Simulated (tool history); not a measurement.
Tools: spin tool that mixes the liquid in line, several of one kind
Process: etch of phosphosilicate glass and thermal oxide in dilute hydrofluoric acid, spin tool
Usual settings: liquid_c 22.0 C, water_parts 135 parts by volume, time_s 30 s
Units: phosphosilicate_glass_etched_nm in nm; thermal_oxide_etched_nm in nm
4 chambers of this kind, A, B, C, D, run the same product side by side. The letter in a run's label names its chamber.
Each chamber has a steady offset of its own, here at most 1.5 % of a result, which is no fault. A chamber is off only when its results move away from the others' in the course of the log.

run,hour,liquid_c,water_parts,time_s,hours since the thermometer was replaced,hours since the hydrofluoric acid flow meter was replaced,"read-back film thickness of the phosphosilicate glass reference wafer, read on the same gauge (nm)","read-back film thickness of the thermal oxide reference wafer, read on the same gauge (nm)",phosphosilicate_glass_etched_nm,thermal_oxide_etched_nm
1D,9.2,22.0,135,30,1065.1,291.1,40.010,140.04,22.794,0.94559
2C,18.1,22.0,135,30,933.3,387.4,40.008,139.99,22.699,0.96271
3A,22.7,22.0,135,30,903.7,433.8,40.026,139.98,22.687,0.95418
4B,31.7,22.0,135,30,387.4,988.4,40.023,139.99,22.816,0.97027
5C,38.9,22.0,135,30,954.1,408.2,39.988,140.02,22.748,0.93997
6B,47.5,22.0,180,35,403.2,1004.2,40.004,140.01,18.959,0.76108
7A,52.5,22.0,180,35,933.5,463.6,39.986,140.00,19.023,0.79785
8D,60.3,22.0,180,35,1116.2,342.2,40.009,140.03,19.030,0.79440
9B,68.7,22.0,180,35,424.4,1025.4,39.997,139.99,19.032,0.76542
10D,75.0,22.0,135,30,1130.9,356.9,40.025,140.01,22.788,0.94444
11C,83.4,22.0,135,30,998.6,452.7,40.009,140.01,22.793,0.91710
12A,89.9,22.0,135,30,970.9,501.0,39.999,140.01,22.763,0.94262
13C,96.8,22.0,135,30,1012.0,466.1,40.004,140.00,22.927,0.94201
14B,105.0,22.0,135,30,460.7,1061.7,40.021,139.97,22.843,0.95352
15D,113.8,22.0,135,30,1169.7,395.7,40.009,140.05,22.712,0.93535
16A,119.3,22.0,135,30,1000.3,530.4,40.005,139.98,22.716,0.93878
17D,125.8,22.0,135,30,1181.7,407.7,39.990,139.98,22.817,0.97515
18A,130.1,22.0,135,30,1011.1,541.2,40.003,139.98,22.494,0.93656
19B,137.5,22.0,135,30,493.2,1094.2,39.989,140.03,22.752,0.90100
20C,144.0,22.0,135,30,1059.2,513.3,40.003,139.99,22.675,0.95358
21A,150.1,22.0,135,30,1031.1,561.2,40.008,139.99,22.701,0.93009
22B,157.9,22.0,135,30,513.6,1114.6,40.011,140.00,22.854,0.98906
23C,164.1,22.0,135,30,1079.3,533.4,39.989,140.01,22.673,0.97995
24D,172.4,22.0,135,30,1228.3,454.3,40.002,139.98,22.719,0.96209
25D,177.1,22.0,135,30,1233.0,459.0,39.993,140.00,22.726,0.92807
26B,182.4,22.0,135,30,538.1,1139.1,40.004,140.00,22.722,0.97386
27C,189.5,22.0,135,30,1104.7,558.8,39.985,139.99,22.720,0.91960
# hour 191.9: chamber A: thermometer replaced
28A,195.1,22.0,135,30,3.2,606.2,39.992,140.00,22.515,0.94168
29B,204.5,22.0,135,30,560.2,1161.2,39.993,140.01,22.801,0.93457

All 4 chambers run these settings next. Forecast each chamber's results:
30A,211.2,24.5,135,30,,,,,?,?
30B,211.2,24.5,135,30,,,,,?,?
30C,211.2,24.5,135,30,,,,,?,?
30D,211.2,24.5,135,30,,,,,?,?

run,phosphosilicate_glass_etched_nm,thermal_oxide_etched_nm
30A,25.063,1.03750
30B,25.098,1.00230
30C,25.004,1.07580
30D,25.051,1.08360
